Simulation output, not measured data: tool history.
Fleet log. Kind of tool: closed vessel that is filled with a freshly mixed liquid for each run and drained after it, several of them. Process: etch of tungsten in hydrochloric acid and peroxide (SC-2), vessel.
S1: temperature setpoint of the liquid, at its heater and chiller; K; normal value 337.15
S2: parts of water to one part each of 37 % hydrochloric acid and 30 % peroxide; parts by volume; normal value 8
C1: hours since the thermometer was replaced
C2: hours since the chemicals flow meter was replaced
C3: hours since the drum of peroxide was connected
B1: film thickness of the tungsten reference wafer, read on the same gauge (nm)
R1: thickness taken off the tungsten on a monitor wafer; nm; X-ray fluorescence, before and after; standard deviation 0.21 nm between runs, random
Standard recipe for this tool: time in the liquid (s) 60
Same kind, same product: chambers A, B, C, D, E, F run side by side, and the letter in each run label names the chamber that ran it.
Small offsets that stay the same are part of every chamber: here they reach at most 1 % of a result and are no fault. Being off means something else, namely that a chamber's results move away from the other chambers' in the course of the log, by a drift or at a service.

{"hour": 5.6, "done": "chamber D: new drum of peroxide connected"}
{"run": "1B", "hour": 6.7, "S1": 337.15, "S2": 8, "time in the liquid (s)": 60, "C1": 182.3, "C2": 436.4, "C3": 414.3, "B1": 140.0, "R1": 25.081}
{"run": "2E", "hour": 11.8, "S1": 337.15, "S2": 8, "time in the liquid (s)": 60, "C1": 436.1, "C2": 2128.6, "C3": 696.7, "B1": 140.02, "R1": 25.089}
{"run": "3C", "hour": 17.7, "S1": 337.15, "S2": 8, "time in the liquid (s)": 60, "C1": 286.8, "C2": 1497.3, "C3": 1006.3, "B1": 139.99, "R1": 24.906}
{"run": "4A", "hour": 24.0, "S1": 337.15, "S2": 8, "time in the liquid (s)": 60, "C1": 448.0, "C2": 656.4, "C3": 249.8, "B1": 140.0, "R1": 25.107}
{"run": "5D", "hour": 29.4, "S1": 337.15, "S2": 8, "time in the liquid (s)": 60, "C1": 247.2, "C2": 1698.0, "C3": 23.8, "B1": 139.98, "R1": 25.444}
{"hour": 33.0, "done": "chamber D: chemicals flow meter replaced"}
{"run": "6F", "hour": 40.7, "S1": 337.15, "S2": 8, "time in the liquid (s)": 60, "C1": 127.3, "C2": 572.2, "C3": 1001.9, "B1": 139.99, "R1": 25.302}
{"run": "7C", "hour": 46.3, "S1": 328.15, "S2": 8, "time in the liquid (s)": 90, "C1": 315.4, "C2": 1525.9, "C3": 1034.9, "B1": 140.0, "R1": 21.501}
{"run": "8E", "hour": 57.7, "S1": 328.15, "S2": 8, "time in the liquid (s)": 90, "C1": 482.0, "C2": 2174.5, "C3": 742.6, "B1": 140.01, "R1": 21.285}
{"hour": 62.7, "done": "chamber F: chemicals flow meter replaced"}
{"run": "9B", "hour": 68.3, "S1": 328.15, "S2": 8, "time in the liquid (s)": 90, "C1": 243.9, "C2": 498.0, "C3": 475.9, "B1": 139.99, "R1": 21.38}
{"run": "10D", "hour": 79.5, "S1": 328.15, "S2": 8, "time in the liquid (s)": 90, "C1": 297.3, "C2": 46.6, "C3": 73.9, "B1": 140.0, "R1": 21.596}
{"run": "11F", "hour": 87.3, "S1": 328.15, "S2": 8, "time in the liquid (s)": 90, "C1": 173.9, "C2": 24.6, "C3": 1048.5, "B1": 139.97, "R1": 21.581}
{"hour": 90.2, "done": "chamber E: new drum of peroxide connected"}
{"run": "12A", "hour": 94.9, "S1": 328.15, "S2": 8, "time in the liquid (s)": 90, "C1": 518.9, "C2": 727.3, "C3": 320.7, "B1": 140.03, "R1": 21.46}
{"run": "13B", "hour": 101.4, "S1": 337.15, "S2": 8, "time in the liquid (s)": 60, "C1": 277.0, "C2": 531.1, "C3": 509.0, "B1": 139.99, "R1": 25.451}
{"run": "14D", "hour": 107.1, "S1": 337.15, "S2": 8, "time in the liquid (s)": 60, "C1": 324.9, "C2": 74.2, "C3": 101.5, "B1": 140.0, "R1": 25.356}
{"run": "15C", "hour": 114.5, "S1": 337.15, "S2": 8, "time in the liquid (s)": 60, "C1": 383.6, "C2": 1594.1, "C3": 1103.1, "B1": 140.0, "R1": 24.793}
{"run": "16A", "hour": 119.7, "S1": 337.15, "S2": 8, "time in the liquid (s)": 60, "C1": 543.7, "C2": 752.1, "C3": 345.5, "B1": 139.99, "R1": 25.325}
{"run": "17E", "hour": 130.5, "S1": 337.15, "S2": 8, "time in the liquid (s)": 60, "C1": 554.8, "C2": 2247.3, "C3": 40.4, "B1": 140.01, "R1": 24.928}
{"run": "18F", "hour": 137.3, "S1": 337.15, "S2": 8, "time in the liquid (s)": 45, "C1": 223.9, "C2": 74.6, "C3": 1098.5, "B1": 139.97, "R1": 19.132}
{"run": "19F", "hour": 147.2, "S1": 337.15, "S2": 8, "time in the liquid (s)": 45, "C1": 233.8, "C2": 84.5, "C3": 1108.4, "B1": 140.01, "R1": 18.638}
{"run": "20A", "hour": 156.1, "S1": 337.15, "S2": 8, "time in the liquid (s)": 45, "C1": 580.1, "C2": 788.5, "C3": 381.9, "B1": 140.0, "R1": 18.951}
{"run": "21E", "hour": 164.0, "S1": 337.15, "S2": 8, "time in the liquid (s)": 45, "C1": 588.3, "C2": 2280.8, "C3": 73.9, "B1": 140.02, "R1": 18.761}
{"run": "22C", "hour": 171.3, "S1": 337.15, "S2": 8, "time in the liquid (s)": 45, "C1": 440.4, "C2": 1650.9, "C3": 1159.9, "B1": 140.01, "R1": 18.817}
{"run": "23B", "hour": 181.1, "S1": 337.15, "S2": 8, "time in the liquid (s)": 45, "C1": 356.7, "C2": 610.8, "C3": 588.7, "B1": 140.01, "R1": 18.548}
{"run": "24D", "hour": 186.2, "S1": 341.65, "S2": 8, "time in the liquid (s)": 80, "C1": 404.0, "C2": 153.3, "C3": 180.6, "B1": 139.99, "R1": 45.111}
{"hour": 186.5, "done": "chamber A: chemicals flow meter replaced"}
{"run": "25E", "hour": 193.2, "S1": 341.65, "S2": 8, "time in the liquid (s)": 80, "C1": 617.5, "C2": 2310.0, "C3": 103.1, "B1": 139.99, "R1": 44.373}
{"run": "26C", "hour": 203.5, "S1": 341.65, "S2": 8, "time in the liquid (s)": 80, "C1": 472.6, "C2": 1683.1, "C3": 1192.1, "B1": 139.99, "R1": 43.554}
{"run": "27F", "hour": 209.1, "S1": 341.65, "S2": 8, "time in the liquid (s)": 80, "C1": 295.7, "C2": 146.4, "C3": 1170.3, "B1": 139.98, "R1": 43.889}
{"run": "28A", "hour": 214.4, "S1": 341.65, "S2": 8, "time in the liquid (s)": 80, "C1": 638.4, "C2": 27.9, "C3": 440.2, "B1": 140.01, "R1": 44.113}
{"run": "29D", "hour": 220.7, "S1": 341.65, "S2": 8, "time in the liquid (s)": 80, "C1": 438.5, "C2": 187.8, "C3": 215.1, "B1": 139.98, "R1": 44.582}
{"run": "30B", "hour": 225.9, "S1": 337.15, "S2": 8, "time in the liquid (s)": 60, "C1": 401.5, "C2": 655.6, "C3": 633.5, "B1": 140.0, "R1": 24.99}
{"run": "31F", "hour": 231.6, "S1": 337.15, "S2": 8, "time in the liquid (s)": 60, "C1": 318.2, "C2": 168.9, "C3": 1192.8, "B1": 140.03, "R1": 25.367}
{"run": "32E", "hour": 242.8, "S1": 331.65, "S2": 8, "time in the liquid (s)": 85, "C1": 667.1, "C2": 2359.6, "C3": 152.7, "B1": 140.03, "R1": 25.211}
{"run": "33C", "hour": 250.6, "S1": 331.65, "S2": 8, "time in the liquid (s)": 85, "C1": 519.7, "C2": 1730.2, "C3": 1239.2, "B1": 140.0, "R1": 25.497}
{"run": "34A", "hour": 255.9, "S1": 331.65, "S2": 8, "time in the liquid (s)": 85, "C1": 679.9, "C2": 69.4, "C3": 481.7, "B1": 140.0, "R1": 25.336}
{"run": "35B", "hour": 265.7, "S1": 331.65, "S2": 8, "time in the liquid (s)": 85, "C1": 441.3, "C2": 695.4, "C3": 673.3, "B1": 140.01, "R1": 24.911}
{"run": "36D", "hour": 277.0, "S1": 331.65, "S2": 8, "time in the liquid (s)": 85, "C1": 494.8, "C2": 244.1, "C3": 271.4, "B1": 140.01, "R1": 25.758}

Predict what each chamber gives when all 6 of them run the settings below next.
{"run": "37A", "hour": 285.3, "S1": 337.15, "S2": 8, "time in the liquid (s)": 60, "R1": "?"}
{"run": "37B", "hour": 285.3, "S1": 337.15, "S2": 8, "time in the liquid (s)": 60, "R1": "?"}
{"run": "37C", "hour": 285.3, "S1": 337.15, "S2": 8, "time in the liquid (s)": 60, "R1": "?"}
{"run": "37D", "hour": 285.3, "S1": 337.15, "S2": 8, "time in the liquid (s)": 60, "R1": "?"}
{"run": "37E", "hour": 285.3, "S1": 337.15, "S2": 8, "time in the liquid (s)": 60, "R1": "?"}
{"run": "37F", "hour": 285.3, "S1": 337.15, "S2": 8, "time in the liquid (s)": 60, "R1": "?"}

run=37A R1=25.002
run=37B R1=25.316
run=37C R1=25.006
run=37D R1=25.758
run=37E R1=25.122
run=37F R1=25.044

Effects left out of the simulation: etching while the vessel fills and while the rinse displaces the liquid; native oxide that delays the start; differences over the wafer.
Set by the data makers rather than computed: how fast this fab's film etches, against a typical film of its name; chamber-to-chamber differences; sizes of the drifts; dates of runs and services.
